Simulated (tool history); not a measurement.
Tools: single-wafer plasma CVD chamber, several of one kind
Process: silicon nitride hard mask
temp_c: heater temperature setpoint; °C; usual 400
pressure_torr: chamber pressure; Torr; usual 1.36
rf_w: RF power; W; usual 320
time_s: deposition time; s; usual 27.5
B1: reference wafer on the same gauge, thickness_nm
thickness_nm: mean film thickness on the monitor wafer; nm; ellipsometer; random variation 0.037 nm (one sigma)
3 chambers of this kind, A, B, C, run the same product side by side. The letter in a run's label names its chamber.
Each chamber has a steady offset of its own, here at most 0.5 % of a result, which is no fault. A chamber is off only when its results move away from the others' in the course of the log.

Run 1A, hour 5.5: usual settings; B1 29.397. Result: thickness_nm 31.488 nm.
Run 2C, hour 11.3: usual settings; B1 29.396. Result: thickness_nm 31.514 nm.
Run 3B, hour 21.2: usual settings; B1 29.398. Result: thickness_nm 31.693 nm.
Run 4A, hour 27.1: usual settings; B1 29.386. Result: thickness_nm 31.445 nm.
Run 5C, hour 36.5: usual settings; B1 29.373. Result: thickness_nm 31.531 nm.
Run 6B, hour 46.9: usual settings; B1 29.368. Result: thickness_nm 31.651 nm.
Run 7C, hour 53.8: usual settings; B1 29.365. Result: thickness_nm 31.447 nm.
Run 8B, hour 60.2: usual settings; B1 29.363. Result: thickness_nm 31.59 nm.
Run 9A, hour 67.5: usual settings; B1 29.355. Result: thickness_nm 31.423 nm.
Run 10C, hour 75.3: usual settings but temp_c 391 °C, time_s 29.9 s; B1 29.356. Result: thickness_nm 34.265 nm.
Run 11A, hour 80.4: usual settings but temp_c 391 °C, time_s 29.9 s; B1 29.355. Result: thickness_nm 34.266 nm.
Run 12B, hour 87.3: usual settings but temp_c 391 °C, time_s 29.9 s; B1 29.345. Result: thickness_nm 34.485 nm.
Run 13C, hour 97.7: usual settings; B1 29.344. Result: thickness_nm 31.513 nm.
Run 14B, hour 107.5: usual settings but temp_c 414 °C; B1 29.34. Result: thickness_nm 31.399 nm.
Run 15A, hour 113.8: usual settings but temp_c 414 °C; B1 29.337. Result: thickness_nm 31.236 nm.
Run 16C, hour 120: usual settings but temp_c 414 °C; B1 29.335. Result: thickness_nm 31.27 nm.
Run 17B, hour 129.4: usual settings; B1 29.316. Result: thickness_nm 31.501 nm.
Run 18A, hour 140.3: usual settings but temp_c 390 °C, time_s 23.9 s; B1 29.317. Result: thickness_nm 27.379 nm.
Run 19C, hour 147.6: usual settings but temp_c 390 °C, time_s 23.9 s; B1 29.318. Result: thickness_nm 27.407 nm.
At hour 154: chamber C: capacitance manometer re-zeroed and calibrated.
Run 20A, hour 158.8: usual settings but temp_c 390 °C, time_s 23.9 s; B1 29.306. Result: thickness_nm 27.389 nm.
Run 21B, hour 165: usual settings; B1 29.305. Result: thickness_nm 31.544 nm.
Run 22C, hour 170.5: usual settings; B1 29.299. Result: thickness_nm 31.384 nm.
Run 23B, hour 176.9: usual settings; B1 29.295. Result: thickness_nm 31.594 nm.
Run 24A, hour 186.7: usual settings; B1 29.28. Result: thickness_nm 31.34 nm.
Run 25B, hour 194.5: usual settings; B1 29.285. Result: thickness_nm 31.531 nm.
Run 26A, hour 203.7: usual settings; B1 29.273. Result: thickness_nm 31.305 nm.
Run 27C, hour 209.8: usual settings but temp_c 393 °C, time_s 23.1 s; B1 29.274. Result: thickness_nm 26.421 nm.
Run 28B, hour 221: usual settings but temp_c 393 °C, time_s 23.1 s; B1 29.266. Result: thickness_nm 26.573 nm.
Run 29A, hour 230.7: usual settings but temp_c 393 °C, time_s 23.1 s; B1 29.261. Result: thickness_nm 26.41 nm.

Next, every chamber runs the same settings. What will each give?
Run 30A, hour 239.2: usual settings. Result: thickness_nm ?.
Run 30B, hour 239.2: usual settings. Result: thickness_nm ?.
Run 30C, hour 239.2: usual settings. Result: thickness_nm ?.

run  thickness_nm
30A        31.233
30B        31.459
30C        31.424
